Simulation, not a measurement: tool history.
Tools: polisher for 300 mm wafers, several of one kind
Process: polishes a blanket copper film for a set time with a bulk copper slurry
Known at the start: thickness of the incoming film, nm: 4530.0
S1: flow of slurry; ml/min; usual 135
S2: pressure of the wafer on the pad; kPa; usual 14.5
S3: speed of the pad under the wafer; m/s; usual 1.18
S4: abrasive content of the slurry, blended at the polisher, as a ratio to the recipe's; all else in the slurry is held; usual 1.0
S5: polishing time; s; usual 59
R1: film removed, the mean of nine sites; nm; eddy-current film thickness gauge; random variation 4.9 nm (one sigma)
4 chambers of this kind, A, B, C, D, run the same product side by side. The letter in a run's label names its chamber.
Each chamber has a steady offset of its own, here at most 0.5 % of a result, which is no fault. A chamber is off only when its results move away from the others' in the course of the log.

Run 1A, hour 3.9: usual settings. Result: R1 473.58 nm.
Run 2B, hour 9.0: usual settings. Result: R1 484.82 nm.
Run 3D, hour 14.2: usual settings. Result: R1 484.25 nm.
At hour 16.4: chamber A: slurry nozzle cleaned.
Run 4C, hour 16.9: usual settings. Result: R1 492.49 nm.
Run 5D, hour 22.4: usual settings. Result: R1 496.16 nm.
Run 6B, hour 25.6: usual settings. Result: R1 484.72 nm.
At hour 26.5: chamber C: worn pad replaced by a new one.
Run 7C, hour 31.0: usual settings. Result: R1 494.43 nm.
At hour 32.3: chamber D: slurry nozzle cleaned.
Run 8A, hour 34.9: usual settings. Result: R1 477.74 nm.
Run 9D, hour 38.6: usual settings. Result: R1 473.34 nm.
Run 10C, hour 43.0: usual settings. Result: R1 477.69 nm.
At hour 44.4: chamber A: worn pad replaced by a new one.
Run 11A, hour 47.0: usual settings. Result: R1 484.50 nm.
Run 12B, hour 50.0: usual settings. Result: R1 484.34 nm.
Run 13D, hour 55.5: usual settings. Result: R1 482.26 nm.
Run 14C, hour 61.1: usual settings. Result: R1 480.86 nm.
Run 15B, hour 65.0: usual settings. Result: R1 472.98 nm.
Run 16A, hour 68.1: usual settings. Result: R1 476.90 nm.
At hour 68.4: chamber B: worn pad replaced by a new one.
Run 17D, hour 72.3: usual settings. Result: R1 482.32 nm.
Run 18A, hour 77.0: usual settings. Result: R1 481.27 nm.
At hour 77.2: chamber D: head pressure recalibrated.
Run 19C, hour 79.8: usual settings. Result: R1 472.74 nm.
Run 20B, hour 83.1: usual settings. Result: R1 483.84 nm.
Run 21A, hour 85.7: usual settings. Result: R1 474.00 nm.
Run 22B, hour 91.2: usual settings. Result: R1 488.28 nm.
At hour 94.0: chamber C: slurry nozzle cleaned.
Run 23D, hour 96.8: usual settings but S2 11.7 kPa. Result: R1 431.69 nm.
Run 24C, hour 102.2: usual settings but S2 11.7 kPa. Result: R1 390.46 nm.
Run 25D, hour 105.2: usual settings but S2 11.7 kPa. Result: R1 442.37 nm.
Run 26A, hour 109.9: usual settings but S2 11.7 kPa. Result: R1 399.93 nm.
Run 27B, hour 113.4: usual settings. Result: R1 482.84 nm.
At hour 114.8: chamber A: worn pad replaced by a new one.
Run 28C, hour 118.8: usual settings. Result: R1 491.62 nm.
At hour 122.3: chamber D: worn pad replaced by a new one.
Run 29C, hour 123.2: usual settings. Result: R1 490.97 nm.
Run 30B, hour 125.7: usual settings. Result: R1 469.90 nm.
Run 31D, hour 128.7: usual settings. Result: R1 539.90 nm.
Run 32A, hour 133.5: usual settings. Result: R1 475.89 nm.
Run 33D, hour 137.0: usual settings. Result: R1 540.48 nm.
Run 34A, hour 141.3: usual settings. Result: R1 486.64 nm.

Is one chamber off against the others, does the gauge drift, or is nothing wrong? If a chamber is off, say which, and what the likeliest cause is.

A service left chamber D off against the others.
Cause: head's pressure above its setpoint, % = 11.2.

Here are 4 candidates for chamber D's next run, each the usual settings with a change, their results left as question marks. Which one brings its results back in line with what the others give on the usual settings?
In line means no further than this from the other chambers' mean on the usual settings: R1 17.00 nm
Run 35D-1, hour 145.4: usual settings but S1 140 ml/min, S2 15.9 kPa, S5 66 s. Result: R1 ?.
Run 35D-2, hour 145.4: usual settings but S2 13.8 kPa, S3 1.12 m/s. Result: R1 ?.
Run 35D-3, hour 145.4: usual settings but S2 13.1 kPa, S3 1.06 m/s. Result: R1 ?.
Run 35D-4, hour 145.4: usual settings but S3 1.30 m/s. Result: R1 ?.

The other chambers' mean on the usual settings: R1 482.45 nm
  run      R1
35D-1  662.48
35D-2  486.25
35D-3  437.72
35D-4  591.17
35D-2 brings the chamber back in line.
